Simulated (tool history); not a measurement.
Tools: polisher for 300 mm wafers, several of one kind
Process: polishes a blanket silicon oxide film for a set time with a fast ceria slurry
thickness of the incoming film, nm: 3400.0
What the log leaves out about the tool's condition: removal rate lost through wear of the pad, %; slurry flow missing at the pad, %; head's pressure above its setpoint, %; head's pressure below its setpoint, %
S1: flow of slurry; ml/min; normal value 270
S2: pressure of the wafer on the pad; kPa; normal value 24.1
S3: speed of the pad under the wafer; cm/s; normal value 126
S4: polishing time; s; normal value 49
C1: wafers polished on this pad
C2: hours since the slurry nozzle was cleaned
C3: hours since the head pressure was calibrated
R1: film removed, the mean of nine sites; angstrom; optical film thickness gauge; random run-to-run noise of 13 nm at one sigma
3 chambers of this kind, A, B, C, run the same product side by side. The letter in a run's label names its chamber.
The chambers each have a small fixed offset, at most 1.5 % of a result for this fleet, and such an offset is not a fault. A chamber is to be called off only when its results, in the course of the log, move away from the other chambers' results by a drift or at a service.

| run | day | S1 | S2 | S3 | S4 | C1 | C2 | C3 | R1 |
|---|---|---|---|---|---|---|---|---|---|
| 1A | 0.417 | 270 | 24.1 | 126 | 49 | 120 | 70.9 | 780.9 | 12331 |
| 2C | 0.775 | 270 | 24.1 | 126 | 49 | 245 | 119.6 | 146.3 | 12541 |
| 3B | 1.083 | 270 | 24.1 | 126 | 49 | 605 | 238.3 | 1296.7 | 12500 |
| 4C | 1.475 | 270 | 24.1 | 126 | 49 | 376 | 136.4 | 163.1 | 12557 |
| 5A | 1.929 | 270 | 24.1 | 126 | 49 | 404 | 107.2 | 817.2 | 12444 |
| 6B | 2.146 | 270 | 24.1 | 126 | 49 | 804 | 263.8 | 1322.2 | 12160 |
| 7C | 2.571 | 270 | 24.1 | 126 | 49 | 582 | 162.7 | 189.4 | 12819 |
| 8A | 2.942 | 270 | 24.1 | 126 | 49 | 593 | 131.5 | 841.5 | 12417 |
| 9B | 3.171 | 270 | 24.1 | 126 | 49 | 996 | 288.4 | 1346.8 | 12485 |
| 10A | 3.496 | 270 | 24.1 | 126 | 49 | 697 | 144.8 | 854.8 | 12379 |
| 11B | 3.875 | 270 | 24.1 | 126 | 39 | 1128 | 305.3 | 1363.7 | 9854.1 |
| 12C | 4.225 | 270 | 24.1 | 126 | 39 | 891 | 202.4 | 229.1 | 9762.6 |
| 13A | 4.504 | 270 | 24.1 | 126 | 39 | 886 | 169 | 879 | 9809.6 |
|  | 4.525 | chamber B: worn pad replaced by a new one |
| 14B | 4.746 | 345 | 24.1 | 126 | 49 | 41 | 326.2 | 1384.6 | 12774 |
|  | 4.829 | chamber A: worn pad replaced by a new one |
|  | 5.05 | chamber B: head pressure recalibrated |
| 15C | 5.175 | 345 | 24.1 | 126 | 49 | 1069 | 225.2 | 251.9 | 12633 |
| 16A | 5.579 | 345 | 24.1 | 126 | 49 | 140 | 194.8 | 904.8 | 12640 |
| 17C | 5.908 | 270 | 24.1 | 126 | 49 | 1207 | 242.8 | 269.5 | 12180 |
| 18B | 6.325 | 270 | 24.1 | 126 | 49 | 337 | 364.1 | 30.7 | 12522 |
| 19A | 6.533 | 270 | 24.1 | 126 | 49 | 319 | 217.7 | 927.7 | 12392 |
| 20B | 6.775 | 270 | 24.1 | 126 | 49 | 421 | 374.9 | 41.5 | 12478 |
| 21C | 7.154 | 270 | 24.1 | 126 | 49 | 1440 | 272.7 | 299.4 | 11920 |
| 22A | 7.617 | 270 | 24.1 | 126 | 49 | 522 | 243.7 | 953.7 | 12189 |
| 23C | 7.892 | 270 | 24.1 | 126 | 49 | 1578 | 290.4 | 317.1 | 11761 |
|  | 8 | chamber B: slurry nozzle cleaned |
| 24B | 8.121 | 270 | 24.1 | 126 | 49 | 674 | 2.9 | 73.8 | 12508 |
| 25A | 8.404 | 270 | 24.1 | 126 | 49 | 670 | 262.6 | 972.6 | 12356 |
| 26C | 8.825 | 270 | 24.1 | 126 | 49 | 1753 | 312.8 | 339.5 | 11765 |
| 27B | 9.071 | 270 | 24.1 | 126 | 49 | 851 | 25.7 | 96.6 | 12542 |
| 28A | 9.4 | 270 | 24.1 | 126 | 49 | 856 | 286.5 | 996.5 | 12203 |
| 29C | 9.729 | 270 | 24.1 | 126 | 49 | 1923 | 334.5 | 361.2 | 11548 |
| 30B | 9.979 | 270 | 24.1 | 126 | 49 | 1022 | 47.5 | 118.4 | 12360 |
| 31A | 10.262 | 270 | 24.1 | 126 | 49 | 1018 | 307.2 | 1017.2 | 12587 |
| 32C | 10.658 | 220 | 19.3 | 126 | 49 | 2097 | 356.8 | 383.5 | 8999 |
|  | 10.908 | chamber A: worn pad replaced by a new one |
| 33B | 10.921 | 220 | 19.3 | 126 | 49 | 1198 | 70.1 | 141 | 9873.7 |
| 34C | 11.321 | 220 | 19.3 | 126 | 49 | 2221 | 372.7 | 399.4 | 9020.2 |
| 35A | 11.629 | 270 | 24.1 | 126 | 49 | 135 | 340 | 1050 | 12401 |
| 36B | 12.062 | 270 | 24.1 | 126 | 49 | 1412 | 97.5 | 168.4 | 12461 |

Which is it: a chamber that has drifted or been left off by a service, a gauge drift common to all chambers, or only each chamber's usual small offset? If a chamber is off, name it and its likeliest cause.

Little by little, chamber C moves away from the other chambers.
What lies behind it: removal rate lost through wear of the pad, % = 9.62.
From this log alone, it may not be told apart from: head's pressure below its setpoint, %.

Below are 4 candidate recipes for chamber C's next run, each the usual settings with a change, their results shown as question marks. Which of them brings C's results back in line with what the other chambers give on the usual settings?
In line here means within this much of the mean the other chambers give on the usual settings: R1 460 angstrom
| 37C-1 | 12.396 | 270 | 22.8 | 120 | 47 |  |  |  | ? |
| 37C-2 | 12.396 | 270 | 25.5 | 126 | 51 |  |  |  | ? |
| 37C-3 | 12.396 | 270 | 23.4 | 120 | 49 |  |  |  | ? |
| 37C-4 | 12.396 | 270 | 24.1 | 126 | 57 |  |  |  | ? |

On the usual settings, the other chambers give on average: R1 12414 angstrom
| run | R1 |
|---|---|
| 37C-1 | 9842.1 |
| 37C-2 | 12599 |
| 37C-3 | 10577 |
| 37C-4 | 13309 |
The right change is 37C-2: it brings the chamber back within the allowed miss of the others.

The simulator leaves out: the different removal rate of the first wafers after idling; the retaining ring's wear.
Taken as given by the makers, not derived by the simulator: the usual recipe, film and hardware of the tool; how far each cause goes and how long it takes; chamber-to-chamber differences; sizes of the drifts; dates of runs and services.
